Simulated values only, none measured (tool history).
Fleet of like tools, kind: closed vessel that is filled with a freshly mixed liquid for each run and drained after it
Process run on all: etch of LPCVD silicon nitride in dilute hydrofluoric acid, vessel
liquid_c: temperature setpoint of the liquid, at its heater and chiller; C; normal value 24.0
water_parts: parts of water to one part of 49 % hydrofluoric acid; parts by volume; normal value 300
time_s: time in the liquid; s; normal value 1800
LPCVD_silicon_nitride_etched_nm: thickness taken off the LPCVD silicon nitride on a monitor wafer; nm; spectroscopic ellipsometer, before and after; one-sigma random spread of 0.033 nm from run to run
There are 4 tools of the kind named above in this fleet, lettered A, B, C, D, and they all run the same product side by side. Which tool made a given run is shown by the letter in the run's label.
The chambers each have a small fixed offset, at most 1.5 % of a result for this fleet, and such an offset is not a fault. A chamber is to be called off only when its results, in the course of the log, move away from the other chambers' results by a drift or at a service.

run,day,liquid_c,water_parts,time_s,hours since the thermometer was replaced,hours since the hydrofluoric acid flow meter was replaced,"read-back film thickness of the LPCVD silicon nitride reference wafer, read on the same gauge (nm)",LPCVD_silicon_nitride_etched_nm
1C,0.238,24.0,300,1800,505.0,90.1,69.986,2.7076
2D,0.454,24.0,300,1800,883.6,833.2,70.005,2.7916
3A,0.579,24.0,300,1800,862.4,362.7,70.017,2.7768
4B,0.717,24.0,300,1800,334.4,832.2,69.969,2.7557
5A,0.867,24.0,300,1800,869.3,369.6,69.968,2.7409
6D,1.038,24.0,365,2730,897.6,847.2,69.971,3.5211
7C,1.233,24.0,365,2730,528.9,114.0,69.959,3.4798
8B,1.433,24.0,365,2730,351.6,849.4,69.999,3.3833
9C,1.654,24.0,365,2730,539.0,124.1,70.003,3.5145
10A,1.892,28.5,300,2740,893.9,394.2,70.002,5.4750
11D,2.154,28.5,300,2740,924.4,874.0,69.990,5.5135
# day 2.371: chamber B: hydrofluoric acid flow meter replaced
12B,2.417,28.5,300,2740,375.2,1.2,70.032,5.4946
13B,2.550,28.5,300,2740,378.4,4.4,69.981,5.4438
14A,2.733,24.0,300,1800,914.1,414.4,70.001,2.7578
15C,3.008,24.0,365,1205,571.5,156.6,70.006,1.5232
16D,3.183,24.0,365,1205,949.1,898.7,70.006,1.6018
17A,3.371,24.0,365,1205,929.4,429.7,70.008,1.5555
18C,3.592,24.0,365,1205,585.5,170.6,70.041,1.5318
19B,3.788,22.0,185,1800,408.1,34.1,70.027,3.8955
20D,3.979,22.0,185,1800,968.2,917.8,70.015,4.1071
21A,4.212,22.0,185,1800,949.6,449.9,70.013,3.8669
22D,4.446,22.0,185,1800,979.4,929.0,70.024,4.1932
23C,4.588,24.0,300,1800,609.4,194.5,69.995,2.7769
24B,4.717,24.0,435,1800,430.4,56.4,70.014,1.8571
25B,4.996,24.0,435,1800,437.1,63.1,69.974,1.8857
26A,5.238,24.0,435,1800,974.2,474.5,69.981,1.9139
27D,5.517,24.0,435,1800,1005.1,954.7,69.999,2.0340
28C,5.725,24.0,300,1800,636.7,221.8,70.005,2.7714
29D,5.992,24.0,300,1800,1016.5,966.1,69.983,3.0279
30B,6.175,24.0,300,1800,465.4,91.4,69.980,2.7718
31C,6.438,24.0,300,1800,653.8,238.9,70.002,2.7463
32A,6.571,24.0,300,1800,1006.2,506.5,70.012,2.7294
33D,6.746,24.0,300,1800,1034.6,984.2,70.010,3.0890
34A,6.983,24.0,300,1800,1016.1,516.4,70.004,2.7263
35C,7.221,24.0,300,1800,672.6,257.7,70.010,2.7311
36B,7.492,24.0,300,1800,497.0,123.0,69.976,2.8087
37B,7.675,24.0,300,1800,501.4,127.4,70.031,2.7665

Is one chamber off against the others, does the gauge drift, or is nothing wrong? If a chamber is off, say which, and what the likeliest cause is.

It is chamber D that slowly wanders off from its peers.
Cause: liquid hotter than its thermometer reads (K) = 2.16.
The log might look much the same if the cause were instead: hydrofluoric acid flow above the setpoint (%).

Here are 4 candidates for chamber D's next run, each the usual settings with a change, their results left as question marks. Which one brings its results back in line with what the others give on the usual settings?
In line here means within this much of the mean the other chambers give on the usual settings: LPCVD_silicon_nitride_etched_nm 0.1100 nm
38D-1,7.875,23.5,315,1670,,,,?
38D-2,7.875,23.5,315,1800,,,,?
38D-3,7.875,26.5,300,1800,,,,?
38D-4,7.875,24.0,290,1880,,,,?

The other chambers' mean on the usual settings: LPCVD_silicon_nitride_etched_nm 2.7643 nm
run,LPCVD_silicon_nitride_etched_nm
38D-1,2.7293
38D-2,2.9418
38D-3,3.6829
38D-4,3.4373
The answer is 38D-1, which returns the chamber to within the allowed miss of the others.

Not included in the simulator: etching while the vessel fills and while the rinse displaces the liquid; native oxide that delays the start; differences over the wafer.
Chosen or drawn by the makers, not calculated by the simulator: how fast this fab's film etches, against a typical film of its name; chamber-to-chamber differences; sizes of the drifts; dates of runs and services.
